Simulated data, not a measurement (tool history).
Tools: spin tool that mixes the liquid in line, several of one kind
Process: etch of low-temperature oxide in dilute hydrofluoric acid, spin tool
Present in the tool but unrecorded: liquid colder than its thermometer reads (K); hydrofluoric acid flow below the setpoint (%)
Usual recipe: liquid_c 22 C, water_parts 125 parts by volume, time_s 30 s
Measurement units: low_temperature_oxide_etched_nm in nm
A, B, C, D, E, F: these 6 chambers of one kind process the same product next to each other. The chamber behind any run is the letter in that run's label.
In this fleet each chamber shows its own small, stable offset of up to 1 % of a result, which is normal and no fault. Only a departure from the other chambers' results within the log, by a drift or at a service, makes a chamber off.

run   hour  liquid_c  water_parts  time_s  hours since the thermometer was replaced  hours since the hydrofluoric acid flow meter was replaced  read-back film thickness of the low-temperature oxide reference wafer, read on the same gauge (nm)  low_temperature_oxide_etched_nm
 1D    9.4        22          125      30                                     314.7                                                     1760.5                                                                                              80.026                           7.5499
 2B   14.1        22          125      30                                     940.8                                                      184.7                                                                                              79.992                           7.6913
      18.5  -- chamber A: hydrofluoric acid flow meter replaced
 3C   19.7        22          125      30                                     541.9                                                        647                                                                                              79.993                           7.5188
 4A   24.4        22          125      30                                    1121.5                                                        5.9                                                                                              80.006                           7.5922
 5E   34.6        22          125      30                                     283.3                                                     1628.9                                                                                              80.011                           7.5634
 6F   40.5        22          125      30                                    1235.5                                                      438.5                                                                                              79.993                           7.5813
        48  -- chamber D: hydrofluoric acid flow meter replaced
 7E   48.8        22          125      30                                     297.5                                                     1643.1                                                                                               80.01                           7.4986
 8A   56.6        22          125      30                                    1153.7                                                       38.1                                                                                              79.993                           7.5042
 9D   61.1        22          125      30                                     366.4                                                       13.2                                                                                               79.99                           7.4619
10C   66.1        22          125      30                                     588.3                                                      693.4                                                                                              80.011                           7.5671
11F     74        26          125      45                                      1269                                                        472                                                                                              80.022                           13.402
12B   80.6        26          125      45                                    1007.3                                                      251.2                                                                                              79.994                           13.384
13A   90.5        26          125      45                                    1187.6                                                         72                                                                                              80.009                           13.403
14E   96.7        26          125      45                                     345.4                                                       1691                                                                                              80.013                           13.232
15B  102.7        26          125      45                                    1029.4                                                      273.3                                                                                              80.009                           13.232
16D    112        26          125      45                                     417.3                                                       64.1                                                                                              80.016                           13.173
17F  119.1        22          125      30                                    1314.1                                                      517.1                                                                                              80.003                            7.519
18C  128.8        22          125      30                                       651                                                      756.1                                                                                              79.998                            7.483
19E  136.5        22          175      40                                     385.2                                                     1730.8                                                                                              79.984                           6.6531
20C  143.5        22          175      40                                     665.7                                                      770.8                                                                                              79.986                           6.5136
21A  152.8        22          175      40                                    1249.9                                                      134.3                                                                                              80.004                           6.8556
22F  159.9        22          175      40                                    1354.9                                                      557.9                                                                                              79.996                           6.8823
23D  167.5        22          175      40                                     472.8                                                      119.6                                                                                              80.017                           6.7917
24B  177.1        22          175      40                                    1103.8                                                      347.7                                                                                              80.005                           6.8685
25E  181.9        22          125      30                                     430.6                                                     1776.2                                                                                              79.996                           7.5369
26C  186.6        22          125      30                                     708.8                                                      813.9                                                                                              79.991                           7.2286
     196.9  -- chamber E: hydrofluoric acid flow meter replaced
27A  196.9        22          125      30                                      1294                                                      178.4                                                                                              79.989                           7.5198
28B  206.6        22          125      30                                    1133.3                                                      377.2                                                                                              79.985                           7.5641
29D    215        22          125      30                                     520.3                                                      167.1                                                                                              80.019                            7.584
30F  219.6        22          125      30                                    1414.6                                                      617.6                                                                                              79.987                           7.6304
31C  226.1        22          100      45                                     748.3                                                      853.4                                                                                              79.981                           14.049
32E  236.1        22          100      45                                     484.8                                                       39.3                                                                                              80.002                           14.762
33D  246.1        22          100      45                                     551.4                                                      198.2                                                                                              79.991                           14.581
34A  254.6        22          100      45                                    1351.7                                                      236.1                                                                                              79.982                           14.703
35B  264.8        22          100      45                                    1191.5                                                      435.4                                                                                              79.999                             14.9
36F  273.2        22          100      45                                    1468.2                                                      671.2                                                                                              79.992                           14.609
37D  277.7        22          125      30                                       583                                                      229.8                                                                                              79.997                           7.5814
38A  285.3        22          125      30                                    1382.4                                                      266.8                                                                                              79.981                           7.5592
39C  294.1        22          125      30                                     816.3                                                      921.4                                                                                              80.011                           7.2101
40F  298.9        22          125      30                                    1493.9                                                      696.9                                                                                              80.005                           7.6325
41B  309.2        22          125      30                                    1235.9                                                      479.8                                                                                              80.007                           7.5633
42E  317.2        22          125      30                                     565.9                                                      120.4                                                                                              79.997                            7.628
43F  322.6        22          125      30                                    1517.6                                                      720.6                                                                                              79.993                           7.5878
44D  327.6        22          125      30                                     632.9                                                      279.7                                                                                              79.999                           7.5177

All 6 chambers run these settings next. Forecast each chamber's results:
45A   335        22           75      30                                                                                                                                                                                                                                         ?
45B   335        22           75      30                                                                                                                                                                                                                                         ?
45C   335        22           75      30                                                                                                                                                                                                                                         ?
45D   335        22           75      30                                                                                                                                                                                                                                         ?
45E   335        22           75      30                                                                                                                                                                                                                                         ?
45F   335        22           75      30                                                                                                                                                                                                                                         ?

run  low_temperature_oxide_etched_nm
45A                           13.138
45B                           13.641
45C                           12.654
45D                           13.307
45E                           13.316
45F                           13.341

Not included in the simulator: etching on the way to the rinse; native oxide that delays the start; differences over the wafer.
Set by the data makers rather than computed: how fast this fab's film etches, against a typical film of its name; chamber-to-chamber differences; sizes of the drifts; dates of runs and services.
